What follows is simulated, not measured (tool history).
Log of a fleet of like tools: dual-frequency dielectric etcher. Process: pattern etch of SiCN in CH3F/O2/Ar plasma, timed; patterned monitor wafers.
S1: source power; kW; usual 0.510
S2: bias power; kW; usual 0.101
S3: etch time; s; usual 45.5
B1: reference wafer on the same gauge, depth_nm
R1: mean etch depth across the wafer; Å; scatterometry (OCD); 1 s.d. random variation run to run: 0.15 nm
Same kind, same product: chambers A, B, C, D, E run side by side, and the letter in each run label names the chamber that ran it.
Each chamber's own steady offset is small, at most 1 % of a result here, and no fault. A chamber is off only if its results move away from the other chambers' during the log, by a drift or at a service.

run   hour     S1     S2    S3      B1      R1
 1A   12.4  0.510  0.101  45.5  19.307  212.23
 2C   18.5  0.510  0.101  45.5  19.295  211.19
 3E   26.5  0.510  0.101  45.5  19.299  209.15
 4D   35.5  0.510  0.101  45.5  19.284  208.30
 5B   46.6  0.510  0.101  45.5  19.322  214.06
 6B   56.3  0.510  0.101  53.5  19.322  250.72
      59.0  -- chamber E: wet clean of the chamber
 7E   65.0  0.510  0.101  53.5  19.344  249.47
 8C   77.4  0.510  0.101  53.5  19.321  246.83
 9D   89.0  0.510  0.101  53.5  19.307  246.03
10A   99.3  0.510  0.101  53.5  19.301  247.25
11D  110.5  0.510  0.101  45.5  19.306  209.74
12C  120.2  0.510  0.101  45.5  19.313  208.94
13B  130.0  0.510  0.101  45.5  19.287  214.28
14E  140.2  0.470  0.101  40.0  19.251  179.78
15A  152.5  0.470  0.101  40.0  19.289  181.72
16D  161.4  0.470  0.101  40.0  19.288  177.02
17B  171.2  0.470  0.101  40.0  19.307  181.63
18A  180.6  0.470  0.101  40.0  19.323  181.84
     180.9  -- chamber C: wet clean of the chamber
19C  191.5  0.510  0.101  45.5  19.305  211.33
20E  204.0  0.510  0.101  45.5  19.310  210.52
     211.5  -- chamber D: wet clean of the chamber
21E  211.8  0.510  0.101  45.5  19.325  211.08
22D  221.4  0.510  0.101  45.5  19.294  211.01
     226.1  -- chamber A: wet clean of the chamber
23A  227.5  0.510  0.101  45.5  19.308  212.07
24B  238.8  0.510  0.101  45.5  19.289  212.24
25C  247.2  0.510  0.101  45.5  19.300  208.25
26C  257.8  0.510  0.101  45.5  19.316  212.12
27A  263.9  0.510  0.101  45.5  19.281  214.08
28E  273.3  0.510  0.101  55.0  19.326  253.50
29B  279.4  0.510  0.101  55.0  19.309  260.48
30D  292.6  0.510  0.101  55.0  19.334  251.62
31B  300.4  0.510  0.101  55.0  19.298  259.16
32E  311.5  0.510  0.101  55.0  19.285  256.05
33A  322.8  0.510  0.101  45.5  19.333  212.70
34D  333.1  0.510  0.101  45.5  19.283  209.88
35C  339.2  0.510  0.101  45.5  19.282  212.42
     346.4  -- chamber B: wet clean of the chamber
36A  348.7  0.410  0.081  45.5  19.295  177.83
37E  359.9  0.410  0.081  45.5  19.276  179.03
38B  368.2  0.410  0.081  45.5  19.334  181.96
39D  380.9  0.410  0.081  45.5  19.285  179.89
40C  389.9  0.410  0.081  45.5  19.283  176.95
41C  397.9  0.510  0.101  45.5  19.332  210.26
42D  405.9  0.510  0.101  45.5  19.307  209.57

All chambers now run identical settings, listed one chamber a line with results as question marks. What results will each chamber show?
43A  415.5  0.510  0.124  45.5       ?
43B  415.5  0.510  0.124  45.5       ?
43C  415.5  0.510  0.124  45.5       ?
43D  415.5  0.510  0.124  45.5       ?
43E  415.5  0.510  0.124  45.5       ?

run      R1
43A  232.26
43B  228.77
43C  228.85
43D  226.70
43E  226.95
